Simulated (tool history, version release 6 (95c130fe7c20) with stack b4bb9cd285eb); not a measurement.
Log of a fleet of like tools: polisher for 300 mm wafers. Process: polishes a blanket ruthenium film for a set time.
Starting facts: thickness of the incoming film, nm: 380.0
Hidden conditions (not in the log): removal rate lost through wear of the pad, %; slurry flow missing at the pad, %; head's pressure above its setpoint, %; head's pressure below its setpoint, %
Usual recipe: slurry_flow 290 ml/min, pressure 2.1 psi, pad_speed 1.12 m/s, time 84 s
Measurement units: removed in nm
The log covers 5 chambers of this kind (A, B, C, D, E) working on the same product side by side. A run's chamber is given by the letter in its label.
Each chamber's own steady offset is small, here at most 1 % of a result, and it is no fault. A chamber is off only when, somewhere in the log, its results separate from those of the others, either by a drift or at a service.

run	hour	slurry_flow	pressure	pad_speed	time	wafers polished on this pad	hours since the slurry nozzle was cleaned	hours since the head pressure was calibrated	removed
# hour 1.5: chamber B: head pressure recalibrated
1D	12.1	290	2.1	1.12	84	235	104.8	139.7	96.394
2C	18.9	290	2.1	1.12	84	664	377.8	86.4	96.603
# hour 23.1: chamber E: worn pad replaced by a new one
# hour 27.7: chamber A: slurry nozzle cleaned
3A	31.6	290	2.1	1.12	84	580	4.0	958.9	98.958
4B	39.2	290	2.1	1.12	84	756	647.3	37.8	96.859
5E	51.7	290	2.1	1.12	84	248	129.0	813.2	98.735
6C	62.9	290	2.1	1.12	84	1047	421.8	130.4	97.208
# hour 67.9: chamber B: worn pad replaced by a new one
# hour 70.0: chamber C: worn pad replaced by a new one
7E	72.7	290	2.1	1.12	84	431	150.0	834.2	97.953
8A	81.5	290	2.1	1.12	84	1014	53.9	1008.8	97.764
9B	90.2	290	2.1	1.12	84	194	698.3	88.8	96.171
10D	103.6	290	2.1	1.12	84	1031	196.3	231.2	96.858
# hour 107.0: chamber D: worn pad replaced by a new one
11E	111.7	290	2.1	1.12	84	770	189.0	873.2	97.278
# hour 117.2: chamber E: worn pad replaced by a new one
12A	118.0	290	2.1	1.12	84	1332	90.4	1045.3	96.706
13C	127.6	290	2.1	1.12	84	501	486.5	195.1	96.495
# hour 130.7: chamber A: worn pad replaced by a new one
14B	134.6	290	2.1	1.12	84	580	742.7	133.2	96.847
15D	141.8	290	2.1	1.12	84	302	234.5	269.4	96.679
16C	152.6	290	2.1	1.12	98	718	511.5	220.1	112.350
# hour 158.7: chamber D: slurry nozzle cleaned
17E	165.9	290	2.1	1.12	98	424	243.2	927.4	112.780
# hour 168.7: chamber B: worn pad replaced by a new one
18A	172.8	290	2.1	1.12	98	366	145.2	1100.1	113.740
19D	180.6	290	2.1	1.12	98	640	22.0	308.2	111.040
20B	194.3	290	2.1	1.12	98	223	802.4	192.9	112.410
21B	203.2	290	2.1	1.12	84	300	811.3	201.8	96.188
# hour 204.2: chamber C: worn pad replaced by a new one
22D	209.2	290	2.1	1.12	84	888	50.6	336.8	92.958
# hour 217.3: chamber E: worn pad replaced by a new one
23E	218.3	290	2.1	1.12	84	9	295.6	979.8	96.868
24A	227.3	290	1.4	1.12	75	840	199.7	1154.6	58.413
25C	238.7	290	1.4	1.12	75	300	597.6	306.2	58.707
26B	247.0	290	1.4	1.12	75	681	855.1	245.6	57.663
# hour 247.4: chamber D: worn pad replaced by a new one
27E	256.3	290	1.4	1.12	75	339	333.6	1017.8	58.443
# hour 264.4: chamber A: head pressure recalibrated
28C	268.4	290	1.4	1.12	75	558	627.3	335.9	58.607
# hour 272.0: chamber B: slurry nozzle cleaned
# hour 272.4: chamber A: worn pad replaced by a new one
29A	278.9	290	2.1	1.12	84	57	251.3	14.6	98.542
30D	288.4	290	2.1	1.12	84	357	129.8	416.0	90.067
# hour 288.7: chamber B: worn pad replaced by a new one
31A	296.4	290	2.1	1.12	84	209	268.8	32.1	98.683
32B	305.0	290	2.1	1.12	84	142	33.1	303.6	97.703
33D	313.5	290	2.1	1.12	84	575	154.9	441.1	90.333

Read the log: is a single chamber off, either drifting away or since a service, is the gauge that measures every chamber drifting, or is nothing wrong beyond small per-chamber offsets? Name any odd chamber and what most likely caused it.

Little by little, chamber D moves away from the other chambers.
Most likely cause: head's pressure below its setpoint, % = 8.01.

Below are 4 candidate recipes for chamber D's next run, each the usual settings with a change, their results shown as question marks. Which of them brings D's results back in line with what the other chambers give on the usual settings?
Counts as in line when no further than this from what the other chambers average on the usual settings: removed 2.800 nm
34D-1	323.4	290	2.0	1.08	84				?
34D-2	323.4	290	2.2	1.16	84				?
34D-3	323.4	285	2.1	0.96	84				?
34D-4	323.4	290	2.2	1.18	89				?

Mean of the other chambers on the usual settings: removed 97.163 nm
run	removed
34D-1	81.509
34D-2	96.543
34D-3	75.856
34D-4	104.080
34D-2 brings the chamber back in line.

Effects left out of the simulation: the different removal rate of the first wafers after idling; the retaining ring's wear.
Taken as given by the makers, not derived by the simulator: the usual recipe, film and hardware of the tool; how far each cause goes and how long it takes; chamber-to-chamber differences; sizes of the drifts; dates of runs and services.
